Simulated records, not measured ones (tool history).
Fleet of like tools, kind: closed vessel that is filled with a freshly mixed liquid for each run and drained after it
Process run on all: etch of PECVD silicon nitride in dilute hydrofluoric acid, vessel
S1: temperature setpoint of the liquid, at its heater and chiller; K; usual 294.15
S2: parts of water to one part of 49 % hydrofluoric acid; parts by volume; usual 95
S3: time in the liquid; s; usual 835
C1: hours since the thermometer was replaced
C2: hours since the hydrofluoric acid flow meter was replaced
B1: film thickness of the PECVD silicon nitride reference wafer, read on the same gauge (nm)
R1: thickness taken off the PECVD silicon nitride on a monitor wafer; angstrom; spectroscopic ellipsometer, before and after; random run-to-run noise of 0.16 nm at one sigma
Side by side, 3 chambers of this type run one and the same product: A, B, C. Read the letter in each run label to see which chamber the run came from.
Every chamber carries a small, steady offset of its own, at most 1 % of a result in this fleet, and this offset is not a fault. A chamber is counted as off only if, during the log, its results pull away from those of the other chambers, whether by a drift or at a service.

run,hour,S1,S2,S3,C1,C2,B1,R1
1B,11.9,294.15,95,835,151.2,241.8,130,343.22
2C,18.6,294.15,95,835,155.9,842.2,130.05,336.6
3A,32.1,294.15,95,835,706.4,739.7,129.98,340.23
4B,44.4,294.15,95,835,183.7,274.3,129.98,342.98
5A,53.1,294.15,95,835,727.4,760.7,130.03,339.67
6C,60.2,292.15,95,835,197.5,883.8,130.04,293.45
7B,71.8,292.15,95,835,211.1,301.7,129.98,299.84
8A,80.9,292.15,95,835,755.2,788.5,129.98,297.59
9C,93.2,294.15,120,835,230.5,916.8,130,267.08
10A,100.8,294.15,120,835,775.1,808.4,130.01,269.82
11B,110.2,294.15,120,835,249.5,340.1,130.01,271.38
12C,120,294.15,115,835,257.3,943.6,130.02,280.68
13B,130.4,294.15,115,835,269.7,360.3,129.99,283.18
14C,142.9,294.15,115,835,280.2,966.5,130.03,277.41
15A,155.8,294.15,95,835,830.1,863.4,130,350.39
16C,168,294.15,95,835,305.3,991.6,130.06,338.07
17A,175.8,294.15,95,835,850.1,883.4,129.98,349.69
18B,185,297.65,95,635,324.3,414.9,130.01,328.48
19A,196.4,297.65,95,635,870.7,904,130,339.92
20B,207.7,297.65,95,635,347,437.6,130.02,329.9
21C,218.4,294.15,95,835,355.7,1042,130,335.59
22B,232.3,294.15,95,835,371.6,462.2,129.98,343.32

Next, every chamber runs the same settings. What will each give?
23A,242.6,294.15,65,835,,,,?
23B,242.6,294.15,65,835,,,,?
23C,242.6,294.15,65,835,,,,?

run,R1
23A,530.23
23B,496.51
23C,487.73
